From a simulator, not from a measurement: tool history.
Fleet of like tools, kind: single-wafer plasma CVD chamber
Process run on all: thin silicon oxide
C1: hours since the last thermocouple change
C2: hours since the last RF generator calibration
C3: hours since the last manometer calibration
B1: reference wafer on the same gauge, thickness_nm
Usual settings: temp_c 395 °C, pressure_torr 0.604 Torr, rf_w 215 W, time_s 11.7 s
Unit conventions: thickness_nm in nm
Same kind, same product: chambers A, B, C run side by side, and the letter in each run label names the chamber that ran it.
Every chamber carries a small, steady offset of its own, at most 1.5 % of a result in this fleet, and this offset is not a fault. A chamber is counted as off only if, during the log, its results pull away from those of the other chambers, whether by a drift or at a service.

{"run": "1C", "day": 0.088, "temp_c": 395, "pressure_torr": 0.604, "rf_w": 215, "time_s": 11.7, "C1": 901.5, "C2": 1521.1, "C3": 875.5, "B1": 15.084, "thickness_nm": 13.788}
{"run": "2B", "day": 0.175, "temp_c": 395, "pressure_torr": 0.604, "rf_w": 215, "time_s": 11.7, "C1": 1403.0, "C2": 742.5, "C3": 287.1, "B1": 15.094, "thickness_nm": 13.962}
{"run": "3A", "day": 0.312, "temp_c": 395, "pressure_torr": 0.604, "rf_w": 215, "time_s": 11.7, "C1": 1938.5, "C2": 1131.7, "C3": 2386.1, "B1": 15.101, "thickness_nm": 13.96}
{"run": "4A", "day": 0.404, "temp_c": 395, "pressure_torr": 0.604, "rf_w": 215, "time_s": 11.7, "C1": 1940.7, "C2": 1133.9, "C3": 2388.3, "B1": 15.111, "thickness_nm": 14.061}
{"run": "5C", "day": 0.554, "temp_c": 395, "pressure_torr": 0.604, "rf_w": 215, "time_s": 11.7, "C1": 912.7, "C2": 1532.3, "C3": 886.7, "B1": 15.099, "thickness_nm": 13.697}
{"run": "6B", "day": 0.654, "temp_c": 395, "pressure_torr": 0.604, "rf_w": 215, "time_s": 11.7, "C1": 1414.5, "C2": 754.0, "C3": 298.6, "B1": 15.102, "thickness_nm": 13.909}
{"run": "7B", "day": 0.754, "temp_c": 395, "pressure_torr": 0.604, "rf_w": 215, "time_s": 11.7, "C1": 1416.9, "C2": 756.4, "C3": 301.0, "B1": 15.1, "thickness_nm": 13.942}
{"run": "8A", "day": 0.904, "temp_c": 395, "pressure_torr": 0.604, "rf_w": 215, "time_s": 11.7, "C1": 1952.7, "C2": 1145.9, "C3": 2400.3, "B1": 15.097, "thickness_nm": 13.968}
{"run": "9C", "day": 1.008, "temp_c": 395, "pressure_torr": 0.604, "rf_w": 215, "time_s": 11.7, "C1": 923.6, "C2": 1543.2, "C3": 897.6, "B1": 15.095, "thickness_nm": 13.623}
{"run": "10B", "day": 1.129, "temp_c": 395, "pressure_torr": 0.604, "rf_w": 215, "time_s": 11.7, "C1": 1425.9, "C2": 765.4, "C3": 310.0, "B1": 15.103, "thickness_nm": 13.945}
{"run": "11A", "day": 1.246, "temp_c": 395, "pressure_torr": 0.604, "rf_w": 215, "time_s": 11.7, "C1": 1960.9, "C2": 1154.1, "C3": 2408.5, "B1": 15.106, "thickness_nm": 14.049}
{"run": "12C", "day": 1.346, "temp_c": 395, "pressure_torr": 0.604, "rf_w": 215, "time_s": 11.7, "C1": 931.7, "C2": 1551.3, "C3": 905.7, "B1": 15.095, "thickness_nm": 13.654}
{"run": "13A", "day": 1.529, "temp_c": 395, "pressure_torr": 0.604, "rf_w": 215, "time_s": 11.7, "C1": 1967.7, "C2": 1160.9, "C3": 2415.3, "B1": 15.105, "thickness_nm": 13.992}
{"run": "14C", "day": 1.675, "temp_c": 395, "pressure_torr": 0.604, "rf_w": 215, "time_s": 11.7, "C1": 939.6, "C2": 1559.2, "C3": 913.6, "B1": 15.1, "thickness_nm": 13.787}
{"run": "15B", "day": 1.804, "temp_c": 395, "pressure_torr": 0.604, "rf_w": 215, "time_s": 11.7, "C1": 1442.1, "C2": 781.6, "C3": 326.2, "B1": 15.106, "thickness_nm": 13.979}
{"run": "16C", "day": 1.904, "temp_c": 395, "pressure_torr": 0.604, "rf_w": 215, "time_s": 11.7, "C1": 945.1, "C2": 1564.7, "C3": 919.1, "B1": 15.105, "thickness_nm": 13.696}
{"run": "17B", "day": 2.004, "temp_c": 395, "pressure_torr": 0.604, "rf_w": 215, "time_s": 11.7, "C1": 1446.9, "C2": 786.4, "C3": 331.0, "B1": 15.104, "thickness_nm": 14.09}
{"run": "18A", "day": 2.096, "temp_c": 395, "pressure_torr": 0.604, "rf_w": 215, "time_s": 11.7, "C1": 1981.3, "C2": 1174.5, "C3": 2428.9, "B1": 15.101, "thickness_nm": 14.045}
{"run": "19C", "day": 2.208, "temp_c": 395, "pressure_torr": 0.604, "rf_w": 215, "time_s": 11.7, "C1": 952.4, "C2": 1572.0, "C3": 926.4, "B1": 15.096, "thickness_nm": 13.648}
{"run": "20A", "day": 2.342, "temp_c": 395, "pressure_torr": 0.604, "rf_w": 215, "time_s": 11.7, "C1": 1987.2, "C2": 1180.4, "C3": 2434.8, "B1": 15.106, "thickness_nm": 13.947}
{"run": "21B", "day": 2.496, "temp_c": 395, "pressure_torr": 0.604, "rf_w": 215, "time_s": 11.7, "C1": 1458.7, "C2": 798.2, "C3": 342.8, "B1": 15.096, "thickness_nm": 13.962}
{"run": "22C", "day": 2.625, "temp_c": 395, "pressure_torr": 0.604, "rf_w": 215, "time_s": 11.7, "C1": 962.4, "C2": 1582.0, "C3": 936.4, "B1": 15.1, "thickness_nm": 13.573}
{"run": "23B", "day": 2.783, "temp_c": 395, "pressure_torr": 0.604, "rf_w": 215, "time_s": 11.7, "C1": 1465.6, "C2": 805.1, "C3": 349.7, "B1": 15.113, "thickness_nm": 13.945}
{"run": "24A", "day": 2.967, "temp_c": 395, "pressure_torr": 0.604, "rf_w": 215, "time_s": 11.7, "C1": 2002.2, "C2": 1195.4, "C3": 2449.8, "B1": 15.106, "thickness_nm": 13.948}
{"run": "25A", "day": 3.1, "temp_c": 395, "pressure_torr": 0.604, "rf_w": 215, "time_s": 11.7, "C1": 2005.4, "C2": 1198.6, "C3": 2453.0, "B1": 15.094, "thickness_nm": 13.964}
{"run": "26C", "day": 3.212, "temp_c": 395, "pressure_torr": 0.604, "rf_w": 215, "time_s": 11.7, "C1": 976.5, "C2": 1596.1, "C3": 950.5, "B1": 15.083, "thickness_nm": 13.541}
{"run": "27B", "day": 3.312, "temp_c": 395, "pressure_torr": 0.604, "rf_w": 215, "time_s": 11.7, "C1": 1478.3, "C2": 817.8, "C3": 362.4, "B1": 15.093, "thickness_nm": 13.96}
{"run": "28B", "day": 3.45, "temp_c": 395, "pressure_torr": 0.604, "rf_w": 215, "time_s": 11.7, "C1": 1481.6, "C2": 821.1, "C3": 365.7, "B1": 15.108, "thickness_nm": 13.973}
{"run": "29A", "day": 3.625, "temp_c": 395, "pressure_torr": 0.604, "rf_w": 215, "time_s": 11.7, "C1": 2018.0, "C2": 1211.2, "C3": 2465.6, "B1": 15.092, "thickness_nm": 14.006}
{"run": "30C", "day": 3.733, "temp_c": 395, "pressure_torr": 0.604, "rf_w": 215, "time_s": 11.7, "C1": 989.0, "C2": 1608.6, "C3": 963.0, "B1": 15.091, "thickness_nm": 13.465}
{"day": 3.879, "done": "chamber C: thermocouple changed; heater temperature recalibrated"}
{"run": "31C", "day": 3.883, "temp_c": 395, "pressure_torr": 0.604, "rf_w": 215, "time_s": 11.7, "C1": 0.2, "C2": 1612.2, "C3": 966.6, "B1": 15.089, "thickness_nm": 13.42}
{"run": "32A", "day": 3.979, "temp_c": 395, "pressure_torr": 0.604, "rf_w": 215, "time_s": 11.7, "C1": 2026.5, "C2": 1219.7, "C3": 2474.1, "B1": 15.099, "thickness_nm": 13.945}
{"run": "33B", "day": 4.108, "temp_c": 395, "pressure_torr": 0.604, "rf_w": 215, "time_s": 11.7, "C1": 1497.4, "C2": 836.9, "C3": 381.5, "B1": 15.111, "thickness_nm": 14.009}
{"run": "34B", "day": 4.288, "temp_c": 395, "pressure_torr": 0.604, "rf_w": 215, "time_s": 11.7, "C1": 1501.7, "C2": 841.2, "C3": 385.8, "B1": 15.107, "thickness_nm": 14.085}
{"run": "35A", "day": 4.471, "temp_c": 395, "pressure_torr": 0.604, "rf_w": 215, "time_s": 11.7, "C1": 2038.3, "C2": 1231.5, "C3": 2485.9, "B1": 15.108, "thickness_nm": 13.959}

All 3 chambers run these settings next. Forecast each chamber's results:
{"run": "36A", "day": 4.617, "temp_c": 395, "pressure_torr": 0.47, "rf_w": 215, "time_s": 11.7, "thickness_nm": "?"}
{"run": "36B", "day": 4.617, "temp_c": 395, "pressure_torr": 0.47, "rf_w": 215, "time_s": 11.7, "thickness_nm": "?"}
{"run": "36C", "day": 4.617, "temp_c": 395, "pressure_torr": 0.47, "rf_w": 215, "time_s": 11.7, "thickness_nm": "?"}

run=36A thickness_nm=10.6240
run=36B thickness_nm=10.5460
run=36C thickness_nm=9.9507
